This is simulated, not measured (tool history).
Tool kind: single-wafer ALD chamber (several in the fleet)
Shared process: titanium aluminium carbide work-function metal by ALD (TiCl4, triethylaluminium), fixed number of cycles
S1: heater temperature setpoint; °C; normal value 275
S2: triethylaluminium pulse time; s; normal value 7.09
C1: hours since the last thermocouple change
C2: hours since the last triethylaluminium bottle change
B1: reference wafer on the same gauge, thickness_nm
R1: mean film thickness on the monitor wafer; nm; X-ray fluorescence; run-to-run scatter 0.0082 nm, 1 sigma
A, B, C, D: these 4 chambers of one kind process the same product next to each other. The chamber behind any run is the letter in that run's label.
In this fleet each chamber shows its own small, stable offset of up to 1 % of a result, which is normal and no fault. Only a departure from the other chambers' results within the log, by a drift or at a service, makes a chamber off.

run,hour,S1,S2,C1,C2,B1,R1
1A,5.9,275,7.09,266.7,320.9,1.6301,1.6777
2B,12.5,275,7.09,1588.4,506.6,1.6293,1.7091
3D,17,275,7.09,2456.9,649.1,1.631,1.6905
4C,20.6,275,7.09,260.5,169.8,1.6307,1.6882
5A,26.4,275,7.09,287.2,341.4,1.6305,1.6755
6B,30.3,275,7.09,1606.2,524.4,1.6308,1.7068
7C,37.1,261,9.4,277,186.3,1.63,1.636
8D,43.9,261,9.4,2483.8,676,1.6293,1.6564
9D,48.9,261,9.4,2488.8,681,1.63,1.6579
10C,52.1,261,9.4,292,201.3,1.6316,1.6498
11B,56.5,275,7.09,1632.4,550.6,1.6283,1.7044
12A,59.7,275,7.09,320.5,374.7,1.6295,1.6734
13A,66.6,275,7.09,327.4,381.6,1.6303,1.676
# hour 69.7: chamber B: thermocouple changed; heater temperature recalibrated
14D,71.1,263,8.64,2511,703.2,1.6292,1.6471
15C,74.4,263,8.64,314.3,223.6,1.6305,1.652
16B,81.1,263,8.64,11.4,575.2,1.631,1.6756
17A,86,263,8.64,346.8,401,1.6291,1.6514
18D,91.1,275,7.09,2531,723.2,1.6292,1.7017
19B,96.1,275,7.09,26.4,590.2,1.6322,1.6957
20C,101,275,7.09,340.9,250.2,1.6308,1.6747
21A,104.6,275,7.09,365.4,419.6,1.6303,1.6767
22B,109.7,275,7.09,40,603.8,1.6302,1.69
23D,115.6,275,7.09,2555.5,747.7,1.6304,1.6927
24C,122.2,265,8.29,362.1,271.4,1.6298,1.6455
25D,126.7,265,8.29,2566.6,758.8,1.631,1.6661
26C,132.2,265,8.29,372.1,281.4,1.631,1.6503
27A,138.8,265,8.29,399.6,453.8,1.6315,1.6614
28B,145.5,275,7.09,75.8,639.6,1.6314,1.7004
29B,148.6,263,9.2,78.9,642.7,1.6311,1.6701
30A,154.2,263,9.2,415,469.2,1.6301,1.669
31C,161.2,263,9.2,401.1,310.4,1.6299,1.6541
32D,165.4,263,9.2,2605.3,797.5,1.6307,1.6731
33A,170.6,275,7.09,431.4,485.6,1.6295,1.6915

All 4 chambers run these settings next. Forecast each chamber's results:
34A,175.7,275,7.09,,,,?
34B,175.7,275,7.09,,,,?
34C,175.7,275,7.09,,,,?
34D,175.7,275,7.09,,,,?

run,R1
34A,1.6831
34B,1.7032
34C,1.6781
34D,1.6879

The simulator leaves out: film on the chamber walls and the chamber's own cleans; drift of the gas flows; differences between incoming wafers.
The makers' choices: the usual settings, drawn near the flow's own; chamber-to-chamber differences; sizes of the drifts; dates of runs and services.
